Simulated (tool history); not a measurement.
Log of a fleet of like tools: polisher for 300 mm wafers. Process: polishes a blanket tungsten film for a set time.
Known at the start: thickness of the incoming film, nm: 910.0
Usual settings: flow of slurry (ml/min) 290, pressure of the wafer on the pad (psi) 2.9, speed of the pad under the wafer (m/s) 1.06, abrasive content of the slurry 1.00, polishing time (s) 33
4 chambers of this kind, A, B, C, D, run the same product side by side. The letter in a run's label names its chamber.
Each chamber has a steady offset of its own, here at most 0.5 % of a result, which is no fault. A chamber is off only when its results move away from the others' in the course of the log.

run   hour  flow of slurry (ml/min)  pressure of the wafer on the pad (psi)  speed of the pad under the wafer (m/s)  abrasive content of the slurry  polishing time (s)  wafers polished on this pad  hours since the slurry nozzle was cleaned  hours since the head pressure was calibrated  hours since the slurry blender was calibrated  hours since the slurry got fresh peroxide  film removed (nm)
       6.3  -- chamber C: slurry tank refilled with fresh slurry and peroxide
 1C    6.9                      290                                     2.9                                    1.06                            1.00                  33                          312                                      178.6                                         666.4                                           11.2                                        0.7            109.290
 2D   11.0                      290                                     2.9                                    1.06                            1.00                  33                          710                                      155.1                                         400.7                                          136.4                                       16.6            109.670
      14.2  -- chamber B: slurry tank refilled with fresh slurry and peroxide
 3B   16.2                      290                                     2.9                                    1.06                            1.00                  33                          480                                      235.1                                        1070.9                                          143.0                                        2.0            110.350
 4A   20.4                      290                                     2.9                                    1.06                            1.00                  33                          971                                      107.3                                         376.8                                           51.9                                       52.8            110.880
      25.5  -- chamber D: worn pad replaced by a new one
 5B   27.5                      290                                     2.9                                    1.06                            1.00                  33                          644                                      246.4                                        1082.2                                          154.3                                       13.3            110.160
 6C   33.9                      290                                     2.9                                    1.06                            1.00                  33                          705                                      205.6                                         693.4                                           38.2                                       27.7            108.470
      35.7  -- chamber B: worn pad replaced by a new one
 7D   38.0                      290                                     2.9                                    1.06                            1.00                  33                          181                                      182.1                                         427.7                                          163.4                                       43.6            110.900
 8A   44.7                      330                                     2.9                                    1.06                            1.00                  33                         1325                                      131.6                                         401.1                                           76.2                                       77.1            111.100
      47.3  -- chamber D: slurry tank refilled with fresh slurry and peroxide
 9C   49.4                      330                                     2.9                                    1.06                            1.00                  33                          930                                      221.1                                         708.9                                           53.7                                       43.2            110.640
10D   55.8                      330                                     2.9                                    1.06                            1.00                  33                          440                                      199.9                                         445.5                                          181.2                                        8.5            113.560
      57.0  -- chamber A: worn pad replaced by a new one
11B   62.6                      330                                     2.9                                    1.06                            1.00                  33                          392                                      281.5                                        1117.3                                          189.4                                       48.4            110.800
      64.2  -- chamber B: slurry tank refilled with fresh slurry and peroxide
12A   68.4                      290                                     2.1                                    1.06                            1.20                  33                          167                                      155.3                                         424.8                                           99.9                                      100.8             83.607
      70.1  -- chamber C: worn pad replaced by a new one
13C   72.5                      290                                     2.1                                    1.06                            1.20                  33                           36                                      244.2                                         732.0                                           76.8                                       66.3             82.241
      76.4  -- chamber B: head pressure recalibrated
14A   77.7                      290                                     2.1                                    1.06                            1.20                  33                          302                                      164.6                                         434.1                                          109.2                                      110.1             82.867
15B   83.2                      290                                     2.1                                    1.06                            1.20                  33                          691                                      302.1                                           6.8                                          210.0                                       19.0             81.942
      83.5  -- chamber B: worn pad replaced by a new one
      86.0  -- chamber C: slurry tank refilled with fresh slurry and peroxide
16D   88.9                      290                                     2.9                                    1.06                            1.00                  33                          922                                      233.0                                         478.6                                          214.3                                       41.6            108.940
      91.0  -- chamber D: slurry tank refilled with fresh slurry and peroxide
      91.4  -- chamber D: worn pad replaced by a new one
17A   92.3                      290                                     2.9                                    1.06                            1.00                  33                          514                                      179.2                                         448.7                                          123.8                                      124.7            109.850
      95.3  -- chamber A: slurry tank refilled with fresh slurry and peroxide
18B   96.2                      290                                     2.9                                    1.06                            1.00                  33                          185                                      315.1                                          19.8                                          223.0                                       32.0            107.580
19C  103.1                      290                                     2.9                                    1.06                            1.00                  33                          481                                      274.8                                         762.6                                          107.4                                       17.1            109.650
20D  107.1                      290                                     2.9                                    1.06                            1.00                  33                          228                                      251.2                                         496.8                                          232.5                                       16.2            109.890
     111.1  -- chamber D: slurry blender recalibrated
21A  112.8                      290                                     2.9                                    1.06                            1.00                  33                          812                                      199.7                                         469.2                                          144.3                                       17.5            110.410
     114.1  -- chamber B: slurry tank refilled with fresh slurry and peroxide
22C  118.9                      290                                     2.9                                    1.06                            1.00                  33                          711                                      290.6                                         778.4                                          123.2                                       32.9            109.120
23B  122.7                      290                                     3.8                                    1.06                            1.00                  26                          570                                      341.6                                          46.3                                          249.5                                        8.7            112.810
     127.0  -- chamber B: worn pad replaced by a new one
24D  128.8                      290                                     3.8                                    1.06                            1.00                  26                          544                                      272.9                                         518.5                                           17.7                                       37.9            114.440
25D  133.1                      290                                     3.8                                    1.06                            1.00                  26                          607                                      277.2                                         522.8                                           22.0                                       42.2            113.690
     137.9  -- chamber A: slurry blender recalibrated
26C  138.7                      290                                     3.8                                    1.06                            1.00                  26                          999                                      310.4                                         798.2                                          143.0                                       52.7            114.170
     139.5  -- chamber D: slurry tank refilled with fresh slurry and peroxide
27B  144.2                      290                                     2.9                                    1.06                            1.00                  33                          250                                      363.1                                          67.8                                          271.0                                       30.2            104.780
28A  150.1                      290                                     2.9                                    1.06                            1.00                  33                         1355                                      237.0                                         506.5                                           12.3                                       54.8            108.300
     153.2  -- chamber D: worn pad replaced by a new one
     153.7  -- chamber C: slurry tank refilled with fresh slurry and peroxide
29D  154.4                      290                                     2.9                                    1.06                            1.00                  33                           18                                      298.5                                         544.1                                           43.3                                       14.9            108.200
     157.1  -- chamber A: worn pad replaced by a new one
30C  161.6                      290                                     2.9                                    1.06                            1.00                  33                         1332                                      333.3                                         821.1                                          165.9                                        7.9            109.860
31A  165.1                      290                                     2.9                                    1.06                            1.00                  33                          116                                      252.0                                         521.5                                           27.3                                       69.8            107.730
32B  168.8                      290                                     2.9                                    1.06                            1.00                  33                          608                                      387.7                                          92.4                                          295.6                                       54.8            103.710
33D  173.7                      290                                     2.9                                    1.06                            1.00                  33                          299                                      317.8                                         563.4                                           62.6                                       34.2            109.370

What goes on in this fleet: one chamber off, a drifting gauge, or nothing beyond the chambers' own small offsets? Name the chamber and the cause, if any.

Chamber B drifts away from the others.
Cause: abrasive missing from the slurry, % = 22.
The log may not tell that from: slurry flow missing at the pad, %.

Here are 4 candidates for chamber B's next run, each the usual settings with a change, their results left as question marks. Which one brings its results back in line with what the others give on the usual settings?
In line means no further than this from the other chambers' mean on the usual settings: film removed (nm) 3.600
34B-1  179.4                      285                                     2.9                                    0.94                            1.00                  33                                                                                                                                                                                                                                  ?
34B-2  179.4                      290                                     2.9                                    1.06                            1.00                  37                                                                                                                                                                                                                                  ?
34B-3  179.4                      290                                     2.8                                    1.06                            1.00                  32                                                                                                                                                                                                                                  ?
34B-4  179.4                      290                                     2.9                                    1.12                            1.00                  33                                                                                                                                                                                                                                  ?

The other chambers' mean on the usual settings: film removed (nm) 110.340
  run  film removed (nm)
34B-1             91.666
34B-2            116.110
34B-3             96.998
34B-4            109.420
34B-4 brings the chamber back in line.
